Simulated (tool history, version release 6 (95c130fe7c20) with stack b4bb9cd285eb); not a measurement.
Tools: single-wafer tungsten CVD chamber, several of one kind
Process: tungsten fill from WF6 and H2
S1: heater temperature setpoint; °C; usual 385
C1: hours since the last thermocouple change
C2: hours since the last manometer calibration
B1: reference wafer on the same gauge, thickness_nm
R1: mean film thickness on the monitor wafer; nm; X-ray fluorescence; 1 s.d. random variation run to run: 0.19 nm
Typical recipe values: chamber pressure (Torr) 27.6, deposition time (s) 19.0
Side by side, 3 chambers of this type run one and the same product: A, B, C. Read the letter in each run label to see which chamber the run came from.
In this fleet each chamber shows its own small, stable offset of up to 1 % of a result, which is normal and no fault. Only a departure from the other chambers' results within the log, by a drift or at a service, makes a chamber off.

run 1C hour=6.6 | S1=385 chamber_pressure_(Torr)=27.6 deposition_time_(s)=19.0 | C1=1765.4 C2=475.4 | B1=40.829 | R1=39.844
run 2B hour=15.0 | S1=385 chamber_pressure_(Torr)=27.6 deposition_time_(s)=19.0 | C1=1187.1 C2=664.5 | B1=40.873 | R1=40.094
run 3A hour=20.0 | S1=385 chamber_pressure_(Torr)=27.6 deposition_time_(s)=19.0 | C1=2717.4 C2=723.9 | B1=40.932 | R1=40.573
run 4A hour=24.9 | S1=385 chamber_pressure_(Torr)=27.6 deposition_time_(s)=19.0 | C1=2722.3 C2=728.8 | B1=40.930 | R1=40.053
run 5B hour=30.4 | S1=385 chamber_pressure_(Torr)=27.6 deposition_time_(s)=19.0 | C1=1202.5 C2=679.9 | B1=40.925 | R1=40.000
run 6C hour=36.7 | S1=385 chamber_pressure_(Torr)=27.6 deposition_time_(s)=19.0 | C1=1795.5 C2=505.5 | B1=40.902 | R1=39.956
run 7C hour=40.4 | S1=385 chamber_pressure_(Torr)=27.6 deposition_time_(s)=19.0 | C1=1799.2 C2=509.2 | B1=40.923 | R1=39.788
run 8B hour=47.4 | S1=385 chamber_pressure_(Torr)=27.6 deposition_time_(s)=19.0 | C1=1219.5 C2=696.9 | B1=40.878 | R1=39.946
run 9A hour=51.8 | S1=385 chamber_pressure_(Torr)=27.6 deposition_time_(s)=19.0 | C1=2749.2 C2=755.7 | B1=40.881 | R1=40.220
run 10B hour=57.2 | S1=385 chamber_pressure_(Torr)=27.6 deposition_time_(s)=19.0 | C1=1229.3 C2=706.7 | B1=40.923 | R1=40.215
run 11A hour=62.8 | S1=385 chamber_pressure_(Torr)=29.8 deposition_time_(s)=17.0 | C1=2760.2 C2=766.7 | B1=40.927 | R1=37.578
run 12C hour=70.9 | S1=385 chamber_pressure_(Torr)=29.8 deposition_time_(s)=17.0 | C1=1829.7 C2=539.7 | B1=40.924 | R1=36.776
run 13B hour=77.9 | S1=385 chamber_pressure_(Torr)=29.8 deposition_time_(s)=17.0 | C1=1250.0 C2=727.4 | B1=40.925 | R1=37.109
run 14C hour=85.6 | S1=385 chamber_pressure_(Torr)=27.6 deposition_time_(s)=19.0 | C1=1844.4 C2=554.4 | B1=40.900 | R1=40.096
run 15A hour=93.0 | S1=385 chamber_pressure_(Torr)=27.6 deposition_time_(s)=19.0 | C1=2790.4 C2=796.9 | B1=40.846 | R1=40.285
run 16B hour=99.1 | S1=385 chamber_pressure_(Torr)=27.6 deposition_time_(s)=19.0 | C1=1271.2 C2=748.6 | B1=40.912 | R1=40.119
run 17A hour=104.5 | S1=385 chamber_pressure_(Torr)=27.6 deposition_time_(s)=19.0 | C1=2801.9 C2=808.4 | B1=40.923 | R1=39.955
run 18C hour=112.2 | S1=385 chamber_pressure_(Torr)=27.6 deposition_time_(s)=19.0 | C1=1871.0 C2=581.0 | B1=40.894 | R1=39.743
run 19B hour=118.9 | S1=381 chamber_pressure_(Torr)=27.6 deposition_time_(s)=21.8 | C1=1291.0 C2=768.4 | B1=40.920 | R1=42.196
run 20C hour=123.3 | S1=381 chamber_pressure_(Torr)=27.6 deposition_time_(s)=21.8 | C1=1882.1 C2=592.1 | B1=40.902 | R1=42.237
-- hour=124.1 chamber A: thermocouple changed; heater temperature recalibrated
run 21A hour=127.8 | S1=381 chamber_pressure_(Torr)=27.6 deposition_time_(s)=21.8 | C1=3.7 C2=831.7 | B1=40.873 | R1=43.947
run 22B hour=135.9 | S1=385 chamber_pressure_(Torr)=27.6 deposition_time_(s)=19.0 | C1=1308.0 C2=785.4 | B1=40.885 | R1=39.903
run 23A hour=140.6 | S1=385 chamber_pressure_(Torr)=27.6 deposition_time_(s)=19.0 | C1=16.5 C2=844.5 | B1=40.938 | R1=41.101
run 24C hour=145.8 | S1=385 chamber_pressure_(Torr)=27.6 deposition_time_(s)=19.0 | C1=1904.6 C2=614.6 | B1=40.916 | R1=39.884
run 25C hour=149.4 | S1=385 chamber_pressure_(Torr)=27.6 deposition_time_(s)=19.0 | C1=1908.2 C2=618.2 | B1=40.849 | R1=39.936
run 26A hour=156.7 | S1=385 chamber_pressure_(Torr)=27.6 deposition_time_(s)=19.0 | C1=32.6 C2=860.6 | B1=40.902 | R1=41.182
run 27B hour=161.9 | S1=385 chamber_pressure_(Torr)=27.6 deposition_time_(s)=19.0 | C1=1334.0 C2=811.4 | B1=40.884 | R1=39.976
run 28A hour=166.3 | S1=385 chamber_pressure_(Torr)=20.9 deposition_time_(s)=17.6 | C1=42.2 C2=870.2 | B1=40.919 | R1=33.376
run 29B hour=174.3 | S1=385 chamber_pressure_(Torr)=20.9 deposition_time_(s)=17.6 | C1=1346.4 C2=823.8 | B1=40.890 | R1=32.627
run 30C hour=179.8 | S1=385 chamber_pressure_(Torr)=20.9 deposition_time_(s)=17.6 | C1=1938.6 C2=648.6 | B1=40.884 | R1=32.285
run 31C hour=187.6 | S1=385 chamber_pressure_(Torr)=27.6 deposition_time_(s)=19.0 | C1=1946.4 C2=656.4 | B1=40.886 | R1=39.625
run 32B hour=192.5 | S1=385 chamber_pressure_(Torr)=27.6 deposition_time_(s)=19.0 | C1=1364.6 C2=842.0 | B1=40.924 | R1=40.200
run 33A hour=199.8 | S1=385 chamber_pressure_(Torr)=27.6 deposition_time_(s)=19.0 | C1=75.7 C2=903.7 | B1=40.934 | R1=40.958
run 34A hour=203.9 | S1=385 chamber_pressure_(Torr)=27.6 deposition_time_(s)=19.0 | C1=79.8 C2=907.8 | B1=40.929 | R1=41.369
run 35C hour=210.5 | S1=385 chamber_pressure_(Torr)=27.6 deposition_time_(s)=19.0 | C1=1969.3 C2=679.3 | B1=40.896 | R1=39.733

Has any chamber moved away from the others, gradually or after a service, or does the common gauge drift, or do the chambers differ only by their own small steady offsets? State the chamber and the most likely cause if one applies.

The work done on chamber A during a service left it standing apart from the others.
Likeliest cause: wafer temperature above the value expected at the setpoint (K) = 1.27.

Which of the 4 candidates below, each the usual settings with something changed and its results left as question marks, puts chamber A back in line with what the other chambers give on the usual settings?
In line means no further than this from the other chambers' mean on the usual settings: R1 0.660 nm
run 36A-1 hour=216.5 | S1=385 chamber_pressure_(Torr)=31.0 deposition_time_(s)=19.0 | R1=?
run 36A-2 hour=216.5 | S1=383 chamber_pressure_(Torr)=27.2 deposition_time_(s)=18.7 | R1=?
run 36A-3 hour=216.5 | S1=384 chamber_pressure_(Torr)=27.6 deposition_time_(s)=18.8 | R1=?
run 36A-4 hour=216.5 | S1=386 chamber_pressure_(Torr)=27.9 deposition_time_(s)=19.0 | R1=?

The mean the other chambers reach with the usual settings: R1 39.920 nm
run=36A-1 R1=43.596
run=36A-2 R1=38.684
run=36A-3 R1=39.966
run=36A-4 R1=42.268
36A-3 is the one that brings the chamber's results back in line with the other chambers.
